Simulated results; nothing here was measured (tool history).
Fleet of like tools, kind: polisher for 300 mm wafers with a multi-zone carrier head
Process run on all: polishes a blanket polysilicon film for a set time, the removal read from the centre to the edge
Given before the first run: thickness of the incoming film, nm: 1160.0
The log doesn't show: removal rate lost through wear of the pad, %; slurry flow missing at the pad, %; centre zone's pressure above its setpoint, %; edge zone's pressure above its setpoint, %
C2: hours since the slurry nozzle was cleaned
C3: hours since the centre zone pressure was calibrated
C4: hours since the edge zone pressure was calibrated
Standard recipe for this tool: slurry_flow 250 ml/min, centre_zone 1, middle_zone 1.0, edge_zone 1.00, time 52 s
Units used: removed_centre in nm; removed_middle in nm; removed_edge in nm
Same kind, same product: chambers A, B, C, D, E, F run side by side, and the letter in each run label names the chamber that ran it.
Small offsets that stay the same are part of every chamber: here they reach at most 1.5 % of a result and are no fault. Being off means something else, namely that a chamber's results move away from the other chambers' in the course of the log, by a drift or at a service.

{"day": 0.121, "done": "chamber F: worn pad replaced by a new one"}
{"day": 0.162, "done": "chamber C: worn pad replaced by a new one"}
{"run": "1A", "day": 0.25, "slurry_flow": 250, "centre_zone": 1, "middle_zone": 1.0, "edge_zone": 1.0, "time": 52, "wafers polished on this pad": 280, "C2": 321.0, "C3": 571.0, "C4": 278.0, "removed_centre": 253.14, "removed_middle": 251.56, "removed_edge": 248.07}
{"run": "2D", "day": 0.408, "slurry_flow": 250, "centre_zone": 1, "middle_zone": 1.0, "edge_zone": 1.0, "time": 52, "wafers polished on this pad": 653, "C2": 209.3, "C3": 388.5, "C4": 238.5, "removed_centre": 252.64, "removed_middle": 247.4, "removed_edge": 253.54}
{"day": 0.421, "done": "chamber D: worn pad replaced by a new one"}
{"run": "3C", "day": 0.638, "slurry_flow": 250, "centre_zone": 1, "middle_zone": 1.0, "edge_zone": 1.0, "time": 52, "wafers polished on this pad": 176, "C2": 377.7, "C3": 609.7, "C4": 504.9, "removed_centre": 250.24, "removed_middle": 248.53, "removed_edge": 257.4}
{"run": "4F", "day": 0.9, "slurry_flow": 250, "centre_zone": 1, "middle_zone": 1.0, "edge_zone": 1.0, "time": 52, "wafers polished on this pad": 290, "C2": 219.4, "C3": 1118.0, "C4": 842.3, "removed_centre": 253.97, "removed_middle": 249.39, "removed_edge": 250.14}
{"run": "5E", "day": 1.017, "slurry_flow": 250, "centre_zone": 1, "middle_zone": 1.0, "edge_zone": 1.0, "time": 52, "wafers polished on this pad": 550, "C2": 80.3, "C3": 392.3, "C4": 31.0, "removed_centre": 250.41, "removed_middle": 243.64, "removed_edge": 250.83}
{"day": 1.229, "done": "chamber F: slurry nozzle cleaned"}
{"run": "6B", "day": 1.288, "slurry_flow": 250, "centre_zone": 1, "middle_zone": 1.0, "edge_zone": 1.0, "time": 52, "wafers polished on this pad": 633, "C2": 127.7, "C3": 432.1, "C4": 405.8, "removed_centre": 255.93, "removed_middle": 246.23, "removed_edge": 253.65}
{"run": "7D", "day": 1.446, "slurry_flow": 250, "centre_zone": 1, "middle_zone": 1.0, "edge_zone": 1.0, "time": 52, "wafers polished on this pad": 382, "C2": 234.2, "C3": 413.4, "C4": 263.4, "removed_centre": 252.78, "removed_middle": 248.46, "removed_edge": 255.0}
{"run": "8C", "day": 1.571, "slurry_flow": 250, "centre_zone": 1, "middle_zone": 1.0, "edge_zone": 1.0, "time": 52, "wafers polished on this pad": 524, "C2": 400.1, "C3": 632.1, "C4": 527.3, "removed_centre": 246.22, "removed_middle": 249.72, "removed_edge": 256.45}
{"run": "9E", "day": 1.833, "slurry_flow": 250, "centre_zone": 1, "middle_zone": 0.9, "edge_zone": 1.0, "time": 52, "wafers polished on this pad": 853, "C2": 99.9, "C3": 411.9, "C4": 50.6, "removed_centre": 248.2, "removed_middle": 221.65, "removed_edge": 249.14}
{"run": "10F", "day": 2.017, "slurry_flow": 250, "centre_zone": 1, "middle_zone": 0.9, "edge_zone": 1.0, "time": 52, "wafers polished on this pad": 705, "C2": 18.9, "C3": 1144.8, "C4": 869.1, "removed_centre": 250.97, "removed_middle": 226.54, "removed_edge": 249.57}
{"day": 2.058, "done": "chamber A: edge zone pressure recalibrated"}
{"day": 2.075, "done": "chamber D: worn pad replaced by a new one"}
{"run": "11A", "day": 2.242, "slurry_flow": 250, "centre_zone": 1, "middle_zone": 0.9, "edge_zone": 1.0, "time": 52, "wafers polished on this pad": 1021, "C2": 368.8, "C3": 618.8, "C4": 4.5, "removed_centre": 253.86, "removed_middle": 228.03, "removed_edge": 244.83}
{"day": 2.3, "done": "chamber C: slurry nozzle cleaned"}
{"run": "12B", "day": 2.454, "slurry_flow": 250, "centre_zone": 1, "middle_zone": 0.9, "edge_zone": 1.0, "time": 52, "wafers polished on this pad": 1067, "C2": 155.7, "C3": 460.1, "C4": 433.8, "removed_centre": 249.05, "removed_middle": 227.04, "removed_edge": 252.97}
{"run": "13E", "day": 2.583, "slurry_flow": 250, "centre_zone": 1, "middle_zone": 0.9, "edge_zone": 1.0, "time": 52, "wafers polished on this pad": 1132, "C2": 117.9, "C3": 429.9, "C4": 68.6, "removed_centre": 247.99, "removed_middle": 222.92, "removed_edge": 248.47}
{"day": 2.688, "done": "chamber C: worn pad replaced by a new one"}
{"run": "14A", "day": 2.796, "slurry_flow": 250, "centre_zone": 1, "middle_zone": 0.9, "edge_zone": 1.0, "time": 52, "wafers polished on this pad": 1227, "C2": 382.1, "C3": 632.1, "C4": 17.8, "removed_centre": 249.11, "removed_middle": 227.27, "removed_edge": 247.58}
{"day": 2.8, "done": "chamber B: worn pad replaced by a new one"}
{"run": "15B", "day": 2.946, "slurry_flow": 250, "centre_zone": 1, "middle_zone": 1.0, "edge_zone": 1.0, "time": 52, "wafers polished on this pad": 54, "C2": 167.5, "C3": 471.9, "C4": 445.6, "removed_centre": 253.73, "removed_middle": 247.69, "removed_edge": 249.7}
{"day": 3.071, "done": "chamber F: centre zone pressure recalibrated"}
{"run": "16C", "day": 3.15, "slurry_flow": 250, "centre_zone": 1, "middle_zone": 1.0, "edge_zone": 1.0, "time": 52, "wafers polished on this pad": 173, "C2": 20.5, "C3": 670.0, "C4": 565.2, "removed_centre": 248.93, "removed_middle": 251.85, "removed_edge": 254.79}
{"day": 3.279, "done": "chamber F: worn pad replaced by a new one"}
{"day": 3.321, "done": "chamber E: worn pad replaced by a new one"}
{"run": "17F", "day": 3.325, "slurry_flow": 250, "centre_zone": 1, "middle_zone": 1.0, "edge_zone": 1.0, "time": 52, "wafers polished on this pad": 18, "C2": 50.3, "C3": 6.1, "C4": 900.5, "removed_centre": 248.89, "removed_middle": 248.31, "removed_edge": 254.7}
{"day": 3.475, "done": "chamber A: worn pad replaced by a new one"}
{"run": "18D", "day": 3.525, "slurry_flow": 250, "centre_zone": 1, "middle_zone": 1.0, "edge_zone": 1.0, "time": 52, "wafers polished on this pad": 540, "C2": 284.1, "C3": 463.3, "C4": 313.3, "removed_centre": 254.52, "removed_middle": 245.67, "removed_edge": 246.97}
{"run": "19B", "day": 3.788, "slurry_flow": 250, "centre_zone": 1, "middle_zone": 1.0, "edge_zone": 1.0, "time": 52, "wafers polished on this pad": 367, "C2": 187.7, "C3": 492.1, "C4": 465.8, "removed_centre": 251.58, "removed_middle": 246.09, "removed_edge": 255.89}
{"day": 3.962, "done": "chamber D: worn pad replaced by a new one"}
{"run": "20E", "day": 4.029, "slurry_flow": 250, "centre_zone": 1, "middle_zone": 1.0, "edge_zone": 1.0, "time": 52, "wafers polished on this pad": 264, "C2": 152.6, "C3": 464.6, "C4": 103.3, "removed_centre": 246.45, "removed_middle": 239.62, "removed_edge": 241.93}
{"run": "21A", "day": 4.171, "slurry_flow": 250, "centre_zone": 1, "middle_zone": 1.0, "edge_zone": 1.0, "time": 52, "wafers polished on this pad": 259, "C2": 415.1, "C3": 665.1, "C4": 50.8, "removed_centre": 251.74, "removed_middle": 251.27, "removed_edge": 243.74}
{"day": 4.25, "done": "chamber C: edge zone pressure recalibrated"}
{"run": "22D", "day": 4.4, "slurry_flow": 250, "centre_zone": 1, "middle_zone": 1.0, "edge_zone": 1.0, "time": 52, "wafers polished on this pad": 163, "C2": 305.1, "C3": 484.3, "C4": 334.3, "removed_centre": 250.68, "removed_middle": 246.49, "removed_edge": 246.1}
{"run": "23F", "day": 4.625, "slurry_flow": 250, "centre_zone": 1, "middle_zone": 1.0, "edge_zone": 0.89, "time": 52, "wafers polished on this pad": 502, "C2": 81.5, "C3": 37.3, "C4": 931.7, "removed_centre": 250.81, "removed_middle": 246.06, "removed_edge": 240.14}
{"run": "24C", "day": 4.742, "slurry_flow": 250, "centre_zone": 1, "middle_zone": 1.0, "edge_zone": 0.89, "time": 52, "wafers polished on this pad": 765, "C2": 58.7, "C3": 708.2, "C4": 11.9, "removed_centre": 253.51, "removed_middle": 251.02, "removed_edge": 236.32}
{"day": 4.867, "done": "chamber C: worn pad replaced by a new one"}
{"run": "25C", "day": 4.979, "slurry_flow": 250, "centre_zone": 1, "middle_zone": 1.0, "edge_zone": 0.89, "time": 52, "wafers polished on this pad": 43, "C2": 64.4, "C3": 713.9, "C4": 17.6, "removed_centre": 249.44, "removed_middle": 250.93, "removed_edge": 237.55}
{"run": "26D", "day": 5.171, "slurry_flow": 250, "centre_zone": 1, "middle_zone": 1.0, "edge_zone": 0.89, "time": 52, "wafers polished on this pad": 450, "C2": 323.6, "C3": 502.8, "C4": 352.8, "removed_centre": 252.17, "removed_middle": 246.28, "removed_edge": 236.56}
{"run": "27B", "day": 5.404, "slurry_flow": 250, "centre_zone": 1, "middle_zone": 1.0, "edge_zone": 0.89, "time": 52, "wafers polished on this pad": 969, "C2": 226.5, "C3": 530.9, "C4": 504.6, "removed_centre": 251.11, "removed_middle": 249.87, "removed_edge": 237.15}
{"run": "28F", "day": 5.55, "slurry_flow": 250, "centre_zone": 1, "middle_zone": 1.0, "edge_zone": 0.89, "time": 52, "wafers polished on this pad": 846, "C2": 103.7, "C3": 59.5, "C4": 953.9, "removed_centre": 251.69, "removed_middle": 246.67, "removed_edge": 240.25}
{"day": 5.562, "done": "chamber C: centre zone pressure recalibrated"}
{"day": 5.662, "done": "chamber D: worn pad replaced by a new one"}
{"run": "29E", "day": 5.775, "slurry_flow": 250, "centre_zone": 1, "middle_zone": 1.0, "edge_zone": 1.0, "time": 52, "wafers polished on this pad": 914, "C2": 194.5, "C3": 506.5, "C4": 145.2, "removed_centre": 238.93, "removed_middle": 236.44, "removed_edge": 243.24}
{"run": "30A", "day": 5.946, "slurry_flow": 250, "centre_zone": 1, "middle_zone": 1.0, "edge_zone": 1.0, "time": 52, "wafers polished on this pad": 920, "C2": 457.7, "C3": 707.7, "C4": 93.4, "removed_centre": 251.68, "removed_middle": 248.47, "removed_edge": 247.44}
{"run": "31A", "day": 6.138, "slurry_flow": 250, "centre_zone": 1, "middle_zone": 1.0, "edge_zone": 1.0, "time": 52, "wafers polished on this pad": 991, "C2": 462.3, "C3": 712.3, "C4": 98.0, "removed_centre": 249.12, "removed_middle": 251.24, "removed_edge": 253.39}
{"day": 6.262, "done": "chamber B: worn pad replaced by a new one"}
{"run": "32B", "day": 6.392, "slurry_flow": 250, "centre_zone": 1, "middle_zone": 1.0, "edge_zone": 1.0, "time": 52, "wafers polished on this pad": 49, "C2": 250.2, "C3": 554.6, "C4": 528.3, "removed_centre": 254.48, "removed_middle": 250.02, "removed_edge": 250.91}
{"day": 6.592, "done": "chamber F: worn pad replaced by a new one"}
{"run": "33C", "day": 6.621, "slurry_flow": 250, "centre_zone": 1, "middle_zone": 1.0, "edge_zone": 1.0, "time": 52, "wafers polished on this pad": 653, "C2": 103.8, "C3": 25.5, "C4": 57.0, "removed_centre": 247.97, "removed_middle": 248.63, "removed_edge": 250.3}
{"day": 6.692, "done": "chamber A: worn pad replaced by a new one"}
{"day": 6.821, "done": "chamber E: worn pad replaced by a new one"}
{"run": "34E", "day": 6.821, "slurry_flow": 250, "centre_zone": 1, "middle_zone": 1.0, "edge_zone": 1.0, "time": 52, "wafers polished on this pad": 0, "C2": 219.6, "C3": 531.6, "C4": 170.3, "removed_centre": 236.11, "removed_middle": 235.63, "removed_edge": 239.58}
{"run": "35F", "day": 6.946, "slurry_flow": 250, "centre_zone": 1, "middle_zone": 1.0, "edge_zone": 1.0, "time": 52, "wafers polished on this pad": 132, "C2": 137.2, "C3": 93.0, "C4": 987.4, "removed_centre": 251.19, "removed_middle": 249.91, "removed_edge": 248.96}
{"run": "36D", "day": 7.208, "slurry_flow": 250, "centre_zone": 1, "middle_zone": 1.0, "edge_zone": 1.0, "time": 52, "wafers polished on this pad": 576, "C2": 372.5, "C3": 551.7, "C4": 401.7, "removed_centre": 250.61, "removed_middle": 246.83, "removed_edge": 248.55}
{"run": "37A", "day": 7.383, "slurry_flow": 250, "centre_zone": 1, "middle_zone": 1.0, "edge_zone": 1.0, "time": 52, "wafers polished on this pad": 258, "C2": 492.2, "C3": 742.2, "C4": 127.9, "removed_centre": 250.5, "removed_middle": 250.23, "removed_edge": 250.84}
{"run": "38F", "day": 7.638, "slurry_flow": 250, "centre_zone": 1, "middle_zone": 1.0, "edge_zone": 1.0, "time": 46, "wafers polished on this pad": 390, "C2": 153.8, "C3": 109.6, "C4": 1004.0, "removed_centre": 222.58, "removed_middle": 218.27, "removed_edge": 220.05}

Which is it: a chamber that has drifted or been left off by a service, a gauge drift common to all chambers, or only each chamber's usual small offset? If a chamber is off, name it and its likeliest cause.

Little by little, chamber E moves away from the other chambers.
What lies behind it: slurry flow missing at the pad, % = 37.6.

Here are 4 candidates for chamber E's next run, each the usual settings with a change, their results left as question marks. Which one brings its results back in line with what the others give on the usual settings?
Allowed miss from the other chambers' usual-settings mean, per result, to count as in line: removed_centre 6.40 nm; removed_middle 5.60 nm; removed_edge 11.00 nm
{"run": "39E-1", "day": 7.833, "slurry_flow": 245, "centre_zone": 0.99, "middle_zone": 0.99, "edge_zone": 1.01, "time": 51, "removed_centre": "?", "removed_middle": "?", "removed_edge": "?"}
{"run": "39E-2", "day": 7.833, "slurry_flow": 245, "centre_zone": 0.99, "middle_zone": 0.98, "edge_zone": 1.01, "time": 49, "removed_centre": "?", "removed_middle": "?", "removed_edge": "?"}
{"run": "39E-3", "day": 7.833, "slurry_flow": 255, "centre_zone": 1.01, "middle_zone": 1.01, "edge_zone": 0.99, "time": 53, "removed_centre": "?", "removed_middle": "?", "removed_edge": "?"}
{"run": "39E-4", "day": 7.833, "slurry_flow": 255, "centre_zone": 1.01, "middle_zone": 1.02, "edge_zone": 0.99, "time": 55, "removed_centre": "?", "removed_middle": "?", "removed_edge": "?"}

The other chambers' mean on the usual settings: removed_centre 251.10 nm; removed_middle 249.05 nm; removed_edge 250.17 nm
run=39E-1 removed_centre=224.93 removed_middle=223.97 removed_edge=233.66
run=39E-2 removed_centre=216.09 removed_middle=213.18 removed_edge=224.53
run=39E-3 removed_centre=240.88 removed_middle=238.80 removed_edge=241.51
run=39E-4 removed_centre=249.99 removed_middle=250.07 removed_edge=250.58
39E-4 brings the chamber back in line.

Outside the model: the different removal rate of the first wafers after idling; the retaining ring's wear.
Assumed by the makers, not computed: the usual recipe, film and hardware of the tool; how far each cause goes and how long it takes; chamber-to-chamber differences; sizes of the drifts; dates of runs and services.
